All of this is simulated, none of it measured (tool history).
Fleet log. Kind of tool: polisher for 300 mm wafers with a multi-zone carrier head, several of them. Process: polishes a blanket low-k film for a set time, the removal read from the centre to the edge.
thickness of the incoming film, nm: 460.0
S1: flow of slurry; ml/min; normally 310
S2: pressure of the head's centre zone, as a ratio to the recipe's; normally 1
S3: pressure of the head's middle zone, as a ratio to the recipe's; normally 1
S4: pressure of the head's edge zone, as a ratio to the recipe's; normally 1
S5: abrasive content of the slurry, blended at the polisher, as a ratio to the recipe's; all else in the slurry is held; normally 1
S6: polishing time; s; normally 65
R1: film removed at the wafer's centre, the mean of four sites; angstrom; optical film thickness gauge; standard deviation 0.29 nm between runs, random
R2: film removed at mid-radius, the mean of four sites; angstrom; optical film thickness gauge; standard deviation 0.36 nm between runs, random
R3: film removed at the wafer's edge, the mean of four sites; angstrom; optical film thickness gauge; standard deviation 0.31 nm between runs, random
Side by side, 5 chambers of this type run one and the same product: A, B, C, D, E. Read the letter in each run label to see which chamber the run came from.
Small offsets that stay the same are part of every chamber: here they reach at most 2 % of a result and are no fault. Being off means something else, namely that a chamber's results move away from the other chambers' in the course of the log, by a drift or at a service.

{"hour": 11.8, "done": "chamber D: edge zone pressure recalibrated"}
{"run": "1C", "hour": 13.7, "S1": 310, "S2": 1, "S3": 1, "S4": 1, "S5": 1, "S6": 65, "R1": 247.33, "R2": 247.92, "R3": 243.83}
{"run": "2B", "hour": 22.8, "S1": 310, "S2": 1, "S3": 1, "S4": 1, "S5": 1, "S6": 65, "R1": 247.43, "R2": 242.76, "R3": 247.16}
{"hour": 26.2, "done": "chamber C: worn pad replaced by a new one"}
{"run": "3E", "hour": 29.1, "S1": 310, "S2": 1, "S3": 1, "S4": 1, "S5": 1, "S6": 65, "R1": 245.73, "R2": 250.94, "R3": 248.78}
{"hour": 33.2, "done": "chamber A: worn pad replaced by a new one"}
{"run": "4A", "hour": 39.6, "S1": 310, "S2": 1, "S3": 1, "S4": 1, "S5": 1, "S6": 65, "R1": 251.08, "R2": 247.67, "R3": 242.13}
{"run": "5D", "hour": 51.9, "S1": 310, "S2": 1, "S3": 1, "S4": 1, "S5": 1, "S6": 65, "R1": 243.53, "R2": 245.9, "R3": 248.74}
{"hour": 52.1, "done": "chamber D: slurry nozzle cleaned"}
{"hour": 60.9, "done": "chamber E: worn pad replaced by a new one"}
{"run": "6B", "hour": 65.3, "S1": 310, "S2": 1, "S3": 1, "S4": 1, "S5": 1, "S6": 65, "R1": 251.93, "R2": 238.78, "R3": 246.71}
{"run": "7D", "hour": 76.2, "S1": 310, "S2": 1, "S3": 1, "S4": 1, "S5": 1, "S6": 65, "R1": 247.25, "R2": 253.3, "R3": 245.37}
{"run": "8C", "hour": 87.6, "S1": 310, "S2": 1, "S3": 1, "S4": 1, "S5": 1, "S6": 65, "R1": 252.25, "R2": 242.6, "R3": 249.73}
{"run": "9E", "hour": 95.4, "S1": 310, "S2": 1, "S3": 1, "S4": 1, "S5": 1, "S6": 65, "R1": 239.56, "R2": 247.54, "R3": 242.31}
{"run": "10A", "hour": 105.8, "S1": 310, "S2": 1, "S3": 1, "S4": 1, "S5": 1, "S6": 65, "R1": 249.92, "R2": 245.77, "R3": 240.41}
{"hour": 106.0, "done": "chamber E: slurry nozzle cleaned"}
{"hour": 114.8, "done": "chamber D: worn pad replaced by a new one"}
{"hour": 116.7, "done": "chamber B: worn pad replaced by a new one"}
{"run": "11C", "hour": 116.8, "S1": 310, "S2": 1, "S3": 1, "S4": 1, "S5": 1, "S6": 65, "R1": 251.49, "R2": 245.55, "R3": 251.94}
{"hour": 121.6, "done": "chamber A: edge zone pressure recalibrated"}
{"hour": 123.0, "done": "chamber C: slurry nozzle cleaned"}
{"run": "12B", "hour": 126.5, "S1": 310, "S2": 1, "S3": 1, "S4": 1, "S5": 1, "S6": 65, "R1": 245.83, "R2": 239.74, "R3": 248.88}
{"hour": 127.5, "done": "chamber E: worn pad replaced by a new one"}
{"hour": 135.4, "done": "chamber A: centre zone pressure recalibrated"}
{"run": "13A", "hour": 139.4, "S1": 310, "S2": 1, "S3": 1, "S4": 1, "S5": 1, "S6": 65, "R1": 252.03, "R2": 245.76, "R3": 248.27}
{"hour": 144.9, "done": "chamber C: centre zone pressure recalibrated"}
{"run": "14D", "hour": 148.6, "S1": 310, "S2": 1, "S3": 1, "S4": 0.93, "S5": 1.1, "S6": 65, "R1": 259.06, "R2": 253.09, "R3": 247.37}
{"run": "15E", "hour": 161.0, "S1": 310, "S2": 1, "S3": 1, "S4": 0.93, "S5": 1.1, "S6": 65, "R1": 255.56, "R2": 258.59, "R3": 250.08}
{"hour": 172.6, "done": "chamber C: worn pad replaced by a new one"}
{"run": "16A", "hour": 174.5, "S1": 310, "S2": 1, "S3": 1, "S4": 0.93, "S5": 1.1, "S6": 65, "R1": 258.82, "R2": 262.18, "R3": 249.51}
{"run": "17B", "hour": 188.4, "S1": 310, "S2": 1, "S3": 1, "S4": 0.93, "S5": 1.1, "S6": 65, "R1": 258.75, "R2": 249.99, "R3": 254.8}
{"hour": 194.7, "done": "chamber E: worn pad replaced by a new one"}
{"hour": 196.1, "done": "chamber A: worn pad replaced by a new one"}
{"run": "18C", "hour": 196.4, "S1": 310, "S2": 1, "S3": 1, "S4": 0.93, "S5": 1.1, "S6": 65, "R1": 257.13, "R2": 259.62, "R3": 245.59}
{"run": "19E", "hour": 206.4, "S1": 310, "S2": 1, "S3": 1, "S4": 1, "S5": 1, "S6": 65, "R1": 242.93, "R2": 249.67, "R3": 247.86}
{"run": "20D", "hour": 219.7, "S1": 310, "S2": 1, "S3": 1, "S4": 1, "S5": 1, "S6": 65, "R1": 261.08, "R2": 253.23, "R3": 240.83}
{"hour": 222.3, "done": "chamber B: slurry nozzle cleaned"}
{"run": "21E", "hour": 233.3, "S1": 310, "S2": 1, "S3": 1, "S4": 1, "S5": 0.75, "S6": 49, "R1": 162.04, "R2": 162.29, "R3": 160.15}
{"run": "22B", "hour": 243.4, "S1": 310, "S2": 1, "S3": 1, "S4": 1, "S5": 0.75, "S6": 49, "R1": 161.96, "R2": 155.98, "R3": 158.55}
{"run": "23C", "hour": 250.5, "S1": 310, "S2": 1, "S3": 1, "S4": 1, "S5": 0.75, "S6": 49, "R1": 164.04, "R2": 161.97, "R3": 162.97}
{"hour": 256.0, "done": "chamber B: worn pad replaced by a new one"}
{"hour": 262.2, "done": "chamber D: worn pad replaced by a new one"}
{"run": "24D", "hour": 263.6, "S1": 310, "S2": 1, "S3": 1, "S4": 1, "S5": 0.75, "S6": 49, "R1": 172.06, "R2": 158.03, "R3": 161.92}
{"hour": 271.5, "done": "chamber E: worn pad replaced by a new one"}
{"run": "25A", "hour": 277.3, "S1": 310, "S2": 1, "S3": 1, "S4": 1, "S5": 0.75, "S6": 49, "R1": 161.51, "R2": 160.5, "R3": 159.22}
{"run": "26D", "hour": 287.4, "S1": 310, "S2": 1, "S3": 1, "S4": 1, "S5": 1, "S6": 65, "R1": 263.2, "R2": 240.66, "R3": 248.06}
{"run": "27C", "hour": 297.0, "S1": 310, "S2": 1, "S3": 1, "S4": 1, "S5": 1, "S6": 65, "R1": 249.46, "R2": 247.97, "R3": 246.94}
{"run": "28B", "hour": 306.6, "S1": 205, "S2": 1, "S3": 1, "S4": 0.9, "S5": 1, "S6": 65, "R1": 237.54, "R2": 234.78, "R3": 229.07}
{"run": "29A", "hour": 320.5, "S1": 205, "S2": 1, "S3": 1, "S4": 0.9, "S5": 1, "S6": 65, "R1": 235.87, "R2": 233.62, "R3": 225.19}
{"run": "30E", "hour": 329.4, "S1": 205, "S2": 1, "S3": 1, "S4": 0.9, "S5": 1, "S6": 65, "R1": 231.9, "R2": 238.23, "R3": 229.94}

Decide between three cases: one chamber stands off from its peers, the gauge reading all wafers drifts, or nothing is wrong past each chamber's small offset. Where a chamber is off, say which and what most likely put it there.

It is chamber D that slowly wanders off from its peers.
Cause: centre zone's pressure above its setpoint, % = 10.3.

Chamber D could run next with any of the 4 candidate recipes listed below; each alters the usual settings, and their results appear as question marks. Which one brings its results back in line with what the other chambers deliver on the usual settings?
Counts as in line when no further than this from what the other chambers average on the usual settings: R1 10 angstrom; R2 13 angstrom; R3 11 angstrom
{"run": "31D-1", "hour": 339.4, "S1": 305, "S2": 0.93, "S3": 1.02, "S4": 1.02, "S5": 1, "S6": 64, "R1": "?", "R2": "?", "R3": "?"}
{"run": "31D-2", "hour": 339.4, "S1": 315, "S2": 1.07, "S3": 0.98, "S4": 0.98, "S5": 1, "S6": 66, "R1": "?", "R2": "?", "R3": "?"}
{"run": "31D-3", "hour": 339.4, "S1": 320, "S2": 1.15, "S3": 0.96, "S4": 0.95, "S5": 1, "S6": 67, "R1": "?", "R2": "?", "R3": "?"}
{"run": "31D-4", "hour": 339.4, "S1": 300, "S2": 0.85, "S3": 1.04, "S4": 1.05, "S5": 1, "S6": 63, "R1": "?", "R2": "?", "R3": "?"}

What the other chambers average on the usual settings: R1 247.21 angstrom; R2 245.22 angstrom; R3 245.86 angstrom
run=31D-1 R1=245.65 R2=248.08 R3=243.39
run=31D-2 R1=295.34 R2=247.11 R3=246.48
run=31D-3 R1=324.21 R2=246.38 R3=246.56
run=31D-4 R1=219.04 R2=248.35 R3=242.97
It is 31D-1 that realigns the chamber with its peers.
